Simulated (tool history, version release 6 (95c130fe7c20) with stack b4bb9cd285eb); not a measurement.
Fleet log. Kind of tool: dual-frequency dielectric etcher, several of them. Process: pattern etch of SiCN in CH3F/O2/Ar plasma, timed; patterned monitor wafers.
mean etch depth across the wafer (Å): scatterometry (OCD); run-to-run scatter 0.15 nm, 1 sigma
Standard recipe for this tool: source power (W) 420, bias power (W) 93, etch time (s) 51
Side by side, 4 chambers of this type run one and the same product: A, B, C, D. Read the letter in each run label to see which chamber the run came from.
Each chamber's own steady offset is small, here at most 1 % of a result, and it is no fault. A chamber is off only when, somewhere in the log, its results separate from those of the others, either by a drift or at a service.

| run | hour | source power (W) | bias power (W) | etch time (s) | read-back reference wafer on the same gauge, depth_nm | mean etch depth across the wafer (Å) |
|---|---|---|---|---|---|---|
| 1A | 10.3 | 420 | 93 | 51 | 17.586 | 216.63 |
| 2D | 18.4 | 420 | 93 | 51 | 17.591 | 215.97 |
| 3B | 28.1 | 420 | 93 | 51 | 17.623 | 214.42 |
| 4C | 35.1 | 420 | 93 | 51 | 17.612 | 210.89 |
| 5D | 42.3 | 420 | 93 | 51 | 17.596 | 216.06 |
| 6A | 53.4 | 420 | 93 | 51 | 17.610 | 214.78 |
| 7C | 63.2 | 420 | 93 | 51 | 17.585 | 213.12 |
| 8B | 75.0 | 420 | 93 | 51 | 17.607 | 214.04 |
| 9B | 83.2 | 420 | 93 | 51 | 17.573 | 215.01 |
| 10D | 89.6 | 420 | 93 | 51 | 17.602 | 215.04 |
| 11C | 100.2 | 420 | 93 | 51 | 17.593 | 214.87 |
| 12A | 109.3 | 420 | 93 | 51 | 17.582 | 214.97 |
| 13D | 115.8 | 420 | 93 | 51 | 17.645 | 213.88 |
| 14C | 124.6 | 420 | 93 | 51 | 17.596 | 211.76 |
| 15A | 132.3 | 420 | 93 | 51 | 17.606 | 217.21 |
| 16B | 143.6 | 420 | 93 | 51 | 17.578 | 213.11 |
| 17B | 153.1 | 420 | 93 | 51 | 17.634 | 214.62 |
| 18C | 163.6 | 420 | 93 | 51 | 17.578 | 214.89 |
|  | 171.2 | chamber C: wet clean of the chamber |
| 19A | 174.3 | 520 | 75 | 51 | 17.603 | 212.91 |
| 20D | 181.7 | 520 | 75 | 51 | 17.623 | 217.91 |
| 21B | 188.4 | 520 | 75 | 51 | 17.621 | 215.16 |
| 22A | 194.7 | 520 | 75 | 51 | 17.602 | 213.91 |
| 23D | 201.7 | 520 | 93 | 51 | 17.566 | 232.05 |
| 24C | 212.4 | 520 | 93 | 51 | 17.606 | 231.08 |
| 25A | 221.9 | 520 | 93 | 51 | 17.588 | 230.47 |
| 26D | 233.7 | 520 | 93 | 51 | 17.633 | 233.07 |
| 27C | 241.2 | 420 | 93 | 51 | 17.591 | 211.60 |
| 28B | 246.7 | 420 | 93 | 51 | 17.607 | 214.01 |
| 29A | 255.4 | 420 | 93 | 51 | 17.632 | 215.77 |
| 30B | 265.4 | 420 | 93 | 51 | 17.597 | 213.80 |
| 31D | 275.4 | 420 | 93 | 51 | 17.603 | 215.29 |
| 32C | 283.3 | 420 | 93 | 51 | 17.580 | 213.30 |
| 33B | 292.9 | 420 | 73 | 51 | 17.623 | 195.85 |
| 34C | 300.9 | 420 | 73 | 51 | 17.597 | 196.55 |
|  | 304.4 | chamber D: source power generator calibrated |
| 35A | 310.4 | 420 | 73 | 51 | 17.615 | 195.01 |
| 36D | 322.2 | 420 | 73 | 51 | 17.604 | 194.27 |
| 37A | 327.9 | 420 | 93 | 51 | 17.572 | 212.10 |
| 38B | 335.7 | 420 | 93 | 51 | 17.603 | 215.24 |

Read the log: is a single chamber off, either drifting away or since a service, is the gauge that measures every chamber drifting, or is nothing wrong beyond small per-chamber offsets? Name any odd chamber and what most likely caused it.

Beyond each chamber's small constant offset nothing stands out, and the gauge stays steady.
